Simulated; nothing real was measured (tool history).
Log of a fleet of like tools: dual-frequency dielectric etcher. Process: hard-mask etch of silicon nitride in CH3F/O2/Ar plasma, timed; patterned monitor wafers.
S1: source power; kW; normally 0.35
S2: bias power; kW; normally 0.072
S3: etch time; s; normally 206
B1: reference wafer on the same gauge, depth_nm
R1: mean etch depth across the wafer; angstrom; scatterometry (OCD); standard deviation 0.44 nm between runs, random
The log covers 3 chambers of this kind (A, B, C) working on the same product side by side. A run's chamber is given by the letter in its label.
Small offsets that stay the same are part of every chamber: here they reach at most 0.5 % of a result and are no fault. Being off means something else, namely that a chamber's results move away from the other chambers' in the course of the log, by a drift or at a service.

| run | hour | S1 | S2 | S3 | B1 | R1 |
|---|---|---|---|---|---|---|
| 1C | 8.9 | 0.35 | 0.072 | 206 | 114.08 | 1372.2 |
| 2B | 15.5 | 0.35 | 0.072 | 206 | 114.08 | 1374.5 |
| 3A | 24.3 | 0.35 | 0.072 | 206 | 114.03 | 1358.6 |
|  | 26.3 | chamber B: bias power generator calibrated |
| 4C | 32.6 | 0.35 | 0.072 | 206 | 114.04 | 1372.6 |
| 5B | 38.9 | 0.35 | 0.072 | 206 | 113.98 | 1357.3 |
| 6A | 47.1 | 0.35 | 0.072 | 206 | 114.01 | 1370.1 |
| 7C | 51 | 0.35 | 0.072 | 206 | 114.04 | 1374.3 |
| 8A | 59.4 | 0.35 | 0.072 | 206 | 114.07 | 1371.5 |
| 9B | 67.7 | 0.35 | 0.072 | 206 | 113.98 | 1374.1 |
| 10C | 73.2 | 0.35 | 0.072 | 206 | 113.98 | 1373.7 |
| 11A | 80.2 | 0.41 | 0.088 | 206 | 114.04 | 1555.1 |
| 12B | 86.8 | 0.41 | 0.088 | 206 | 113.97 | 1558 |
| 13C | 94.7 | 0.41 | 0.088 | 206 | 114.05 | 1561.8 |
| 14B | 101.9 | 0.35 | 0.062 | 264 | 114.01 | 1674 |
| 15A | 106.5 | 0.35 | 0.062 | 264 | 114 | 1666.7 |
| 16C | 112.7 | 0.35 | 0.062 | 264 | 114.05 | 1680.8 |
| 17B | 121.3 | 0.35 | 0.08 | 265.5 | 114.04 | 1822.2 |
| 18A | 128.9 | 0.35 | 0.08 | 265.5 | 113.99 | 1838.8 |
| 19A | 133.3 | 0.35 | 0.08 | 265.5 | 114.01 | 1833.7 |
| 20B | 138.4 | 0.35 | 0.072 | 206 | 114.01 | 1366.8 |
| 21C | 142.6 | 0.35 | 0.072 | 206 | 114.12 | 1377.8 |
| 22C | 149.9 | 0.35 | 0.072 | 206 | 113.95 | 1370.3 |
|  | 152.9 | chamber A: wet clean of the chamber |
| 23A | 156.9 | 0.39 | 0.088 | 206 | 113.93 | 1601.4 |
| 24B | 162.2 | 0.39 | 0.088 | 206 | 114.01 | 1528.5 |
| 25B | 167.2 | 0.39 | 0.088 | 206 | 113.95 | 1531 |
| 26A | 171.3 | 0.35 | 0.072 | 206 | 114.02 | 1428.6 |
| 27C | 177.1 | 0.35 | 0.072 | 206 | 113.94 | 1372.9 |
| 28A | 182.8 | 0.28 | 0.072 | 235 | 113.89 | 1502.6 |
| 29C | 187.7 | 0.28 | 0.072 | 235 | 113.99 | 1440.9 |
| 30B | 195.5 | 0.28 | 0.072 | 235 | 114.06 | 1435.3 |
| 31C | 202.5 | 0.35 | 0.072 | 206 | 113.94 | 1376.9 |
| 32A | 210.8 | 0.35 | 0.072 | 206 | 114.02 | 1430.3 |
| 33B | 216.4 | 0.35 | 0.072 | 206 | 114.1 | 1362.3 |
| 34B | 221.4 | 0.35 | 0.072 | 206 | 114.04 | 1364.2 |
| 35A | 230.3 | 0.35 | 0.072 | 206 | 113.99 | 1424.6 |
| 36C | 237.3 | 0.35 | 0.072 | 206 | 113.98 | 1368.9 |
| 37A | 242.9 | 0.35 | 0.072 | 206 | 113.98 | 1429.7 |
| 38C | 251.3 | 0.35 | 0.072 | 229.5 | 113.87 | 1528.4 |
| 39B | 258.7 | 0.35 | 0.072 | 229.5 | 113.94 | 1521.8 |

Next, every chamber runs the same settings. What will each give?
| 40A | 265.1 | 0.35 | 0.072 | 206 |  | ? |
| 40B | 265.1 | 0.35 | 0.072 | 206 |  | ? |
| 40C | 265.1 | 0.35 | 0.072 | 206 |  | ? |

| run | R1 |
|---|---|
| 40A | 1432.1 |
| 40B | 1366.9 |
| 40C | 1375.6 |
